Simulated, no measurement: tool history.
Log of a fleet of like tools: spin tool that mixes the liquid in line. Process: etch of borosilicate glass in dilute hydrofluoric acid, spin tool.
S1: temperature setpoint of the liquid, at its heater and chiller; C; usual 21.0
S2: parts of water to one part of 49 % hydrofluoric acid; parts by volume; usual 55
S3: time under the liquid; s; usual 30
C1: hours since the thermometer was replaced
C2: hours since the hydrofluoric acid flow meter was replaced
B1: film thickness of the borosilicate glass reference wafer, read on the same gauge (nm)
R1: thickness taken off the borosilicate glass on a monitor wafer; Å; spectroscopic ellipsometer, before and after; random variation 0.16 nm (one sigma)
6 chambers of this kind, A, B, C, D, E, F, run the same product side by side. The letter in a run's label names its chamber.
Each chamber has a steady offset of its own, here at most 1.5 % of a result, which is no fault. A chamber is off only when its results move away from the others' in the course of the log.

run	day	S1	S2	S3	C1	C2	B1	R1
1C	0.383	21.0	55	30	614.3	117.5	89.981	164.81
2A	0.721	21.0	55	30	767.2	187.4	89.974	163.49
3F	1.004	21.0	55	30	2308.3	895.7	90.006	164.64
4E	1.358	21.0	55	30	830.4	544.0	90.006	166.49
5B	1.583	21.0	55	30	193.4	683.5	90.014	166.74
6D	2.062	23.5	40	30	391.4	71.8	89.974	256.82
7E	2.292	23.5	40	30	852.8	566.4	90.017	259.29
# day 2.542: chamber F: thermometer replaced
8F	2.696	23.5	40	30	3.8	936.3	89.999	257.23
9B	3.008	23.5	40	30	227.6	717.7	89.987	259.51
10C	3.238	23.5	40	30	682.8	186.0	89.984	257.54
11D	3.638	23.5	40	30	429.2	109.6	90.020	256.89
12A	4.038	21.0	55	30	846.8	267.0	90.004	164.39
13E	4.496	21.0	55	30	905.7	619.3	90.008	166.08
14A	4.904	21.0	55	30	867.6	287.8	89.977	165.40
15B	5.275	21.0	55	30	282.0	772.1	90.007	167.60
16D	5.621	21.0	55	30	476.8	157.2	90.021	168.20
17C	6.054	21.0	55	30	750.4	253.6	90.021	171.43
# day 6.417: chamber C: thermometer replaced
18F	6.525	21.0	55	30	95.7	1028.2	89.980	164.88
19C	6.821	21.0	55	30	9.8	272.0	89.997	163.81
20E	7.150	26.0	55	30	969.4	683.0	90.009	204.31
21A	7.500	26.0	55	30	929.9	350.1	90.000	200.53
22B	7.954	26.0	55	30	346.3	836.4	90.003	203.79
23F	8.408	26.0	55	30	140.9	1073.4	89.979	201.23
24D	8.675	26.0	55	30	550.1	230.5	89.986	206.04
# day 8.717: chamber F: hydrofluoric acid flow meter replaced
25A	9.008	26.0	55	30	966.1	386.3	89.971	204.06
26B	9.404	21.0	55	30	381.1	871.2	89.985	170.71
27F	9.721	21.0	55	30	172.4	24.1	90.034	166.34
28D	10.125	21.0	55	30	584.9	265.3	89.972	167.64
29E	10.425	21.0	40	20	1048.0	761.6	90.009	157.02
30C	10.912	21.0	40	20	108.0	370.2	89.998	154.41
31B	11.233	21.0	40	20	425.0	915.1	89.996	154.95
32D	11.575	21.0	40	20	619.7	300.1	89.996	157.80
33C	11.975	21.0	40	20	133.5	395.7	89.964	155.36
34F	12.467	21.0	40	20	238.3	90.0	89.996	154.54
35E	12.846	21.0	55	30	1106.1	819.7	90.016	165.18
36A	13.188	21.0	75	30	1066.4	486.6	89.984	116.09
37C	13.508	21.0	75	30	170.3	432.5	90.014	117.20
38E	13.946	21.0	75	30	1132.5	846.1	90.007	118.95
39D	14.325	21.0	75	30	685.7	366.1	90.007	120.23
40F	14.800	21.0	75	30	294.3	146.0	89.986	116.39
41B	15.042	21.0	75	30	516.4	1006.5	89.998	118.31

Next, every chamber runs the same settings. What will each give?
42A	15.408	17.5	55	30				?
42B	15.408	17.5	55	30				?
42C	15.408	17.5	55	30				?
42D	15.408	17.5	55	30				?
42E	15.408	17.5	55	30				?
42F	15.408	17.5	55	30				?

run	R1
42A	142.20
42B	141.75
42C	142.56
42D	145.36
42E	143.61
42F	141.75
